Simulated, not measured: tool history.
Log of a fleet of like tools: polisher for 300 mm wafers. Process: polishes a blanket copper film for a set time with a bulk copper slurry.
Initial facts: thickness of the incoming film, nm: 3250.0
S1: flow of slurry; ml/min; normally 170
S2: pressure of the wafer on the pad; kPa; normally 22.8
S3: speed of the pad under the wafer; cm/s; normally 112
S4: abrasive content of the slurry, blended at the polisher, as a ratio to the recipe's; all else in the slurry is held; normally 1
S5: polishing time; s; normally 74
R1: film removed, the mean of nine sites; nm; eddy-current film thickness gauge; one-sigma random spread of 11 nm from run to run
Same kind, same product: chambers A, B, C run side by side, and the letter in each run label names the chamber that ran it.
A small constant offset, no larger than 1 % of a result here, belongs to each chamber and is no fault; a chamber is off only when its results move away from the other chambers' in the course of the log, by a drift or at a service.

run 1A hour=6 | S1=170 S2=22.8 S3=112 S4=1 S5=74 | R1=755.7
run 2C hour=9.6 | S1=170 S2=22.8 S3=112 S4=1 S5=74 | R1=731.74
-- hour=12.5 chamber B: worn pad replaced by a new one
run 3B hour=15.5 | S1=170 S2=22.8 S3=112 S4=1 S5=74 | R1=769.64
-- hour=16.9 chamber A: worn pad replaced by a new one
run 4C hour=21.9 | S1=170 S2=22.8 S3=112 S4=1 S5=74 | R1=746.74
run 5A hour=26.1 | S1=150 S2=22.8 S3=112 S4=1 S5=74 | R1=720.03
run 6B hour=33.3 | S1=150 S2=22.8 S3=112 S4=1 S5=74 | R1=754.68
run 7B hour=37.7 | S1=150 S2=22.8 S3=112 S4=1 S5=74 | R1=748.38
-- hour=40.3 chamber B: slurry nozzle cleaned
run 8A hour=45 | S1=170 S2=22.8 S3=112 S4=1 S5=74 | R1=774.08
run 9C hour=50.2 | S1=170 S2=22.8 S3=112 S4=1 S5=74 | R1=750.52
run 10C hour=54.6 | S1=170 S2=22.8 S3=112 S4=1 S5=74 | R1=752.23
-- hour=57.5 chamber A: slurry blender recalibrated
run 11A hour=58.6 | S1=170 S2=20 S3=144 S4=1 S5=74 | R1=853.04
-- hour=62.3 chamber C: worn pad replaced by a new one
run 12B hour=64.3 | S1=170 S2=20 S3=144 S4=1 S5=74 | R1=855.97
run 13A hour=71.2 | S1=170 S2=20 S3=144 S4=1 S5=74 | R1=865.46
-- hour=71.5 chamber B: slurry blender recalibrated
-- hour=72.7 chamber A: worn pad replaced by a new one
run 14B hour=76.4 | S1=170 S2=22.8 S3=112 S4=1 S5=74 | R1=747.32
-- hour=78.2 chamber C: slurry blender recalibrated
run 15C hour=79.7 | S1=170 S2=22.8 S3=112 S4=1 S5=74 | R1=759.43
run 16A hour=84.9 | S1=170 S2=22.8 S3=112 S4=1 S5=74 | R1=772.89
run 17C hour=91.1 | S1=170 S2=22.8 S3=112 S4=1 S5=74 | R1=764.98
-- hour=95.9 chamber B: worn pad replaced by a new one
run 18B hour=96.4 | S1=170 S2=22.8 S3=80 S4=1 S5=74 | R1=530.5
-- hour=98.1 chamber B: head pressure recalibrated
run 19A hour=103.3 | S1=170 S2=22.8 S3=80 S4=1 S5=74 | R1=536.18
run 20B hour=107.7 | S1=170 S2=22.8 S3=80 S4=1 S5=74 | R1=530.96
run 21C hour=115.1 | S1=170 S2=22.8 S3=112 S4=1 S5=74 | R1=748.88
-- hour=121.7 chamber A: worn pad replaced by a new one
-- hour=122.8 chamber A: head pressure recalibrated
run 22C hour=122.8 | S1=170 S2=22.8 S3=112 S4=1 S5=74 | R1=741.93
run 23A hour=128.4 | S1=170 S2=22.8 S3=112 S4=1 S5=74 | R1=678.77
run 24B hour=131.8 | S1=170 S2=22.8 S3=112 S4=1 S5=74 | R1=750.95
run 25A hour=138.5 | S1=170 S2=22.8 S3=112 S4=1 S5=74 | R1=693.42
run 26C hour=142.1 | S1=170 S2=27.6 S3=112 S4=1 S5=74 | R1=910.93
run 27B hour=148.2 | S1=170 S2=27.6 S3=112 S4=1 S5=74 | R1=917.49
run 28B hour=153.9 | S1=170 S2=27.6 S3=112 S4=1 S5=74 | R1=923.18
run 29A hour=160.7 | S1=170 S2=22.8 S3=126 S4=1.15 S5=74 | R1=756.7
run 30C hour=164.6 | S1=170 S2=22.8 S3=126 S4=1.15 S5=74 | R1=868.99
-- hour=165.2 chamber C: worn pad replaced by a new one
run 31B hour=170.3 | S1=170 S2=22.8 S3=126 S4=1.15 S5=74 | R1=885.09
run 32C hour=176.2 | S1=170 S2=22.8 S3=112 S4=1 S5=74 | R1=749.24
-- hour=176.8 chamber A: worn pad replaced by a new one
run 33A hour=182.3 | S1=170 S2=22.8 S3=112 S4=1 S5=74 | R1=678.87
-- hour=183.5 chamber A: slurry blender recalibrated
run 34B hour=187.7 | S1=205 S2=22.8 S3=112 S4=1 S5=89 | R1=943.73
run 35A hour=192.9 | S1=205 S2=22.8 S3=112 S4=1 S5=89 | R1=845.37
run 36C hour=198.3 | S1=205 S2=22.8 S3=112 S4=1 S5=89 | R1=931.27

Decide between three cases: one chamber stands off from its peers, the gauge reading all wafers drifts, or nothing is wrong past each chamber's small offset. Where a chamber is off, say which and what most likely put it there.

A service left chamber A off against the others.
Most likely cause: head's pressure below its setpoint, % = 11.7.

Here are 4 candidates for chamber A's next run, each the usual settings with a change, their results left as question marks. Which one brings its results back in line with what the others give on the usual settings?
In-line tolerance around the mean of the other chambers on the usual settings: R1 37 nm
run 37A-1 hour=203.9 | S1=170 S2=20.7 S3=104 S4=1 S5=69 | R1=?
run 37A-2 hour=203.9 | S1=170 S2=22.8 S3=112 S4=1 S5=66 | R1=?
run 37A-3 hour=203.9 | S1=170 S2=22.8 S3=140 S4=1 S5=74 | R1=?
run 37A-4 hour=203.9 | S1=170 S2=23.4 S3=116 S4=1 S5=77 | R1=?

Average result of the remaining chambers running the usual settings: R1 751.22 nm
run=37A-1 R1=523.59
run=37A-2 R1=593.32
run=37A-3 R1=834.04
run=37A-4 R1=738.79
Change 37A-4 lands the chamber within the allowed miss of the other chambers.
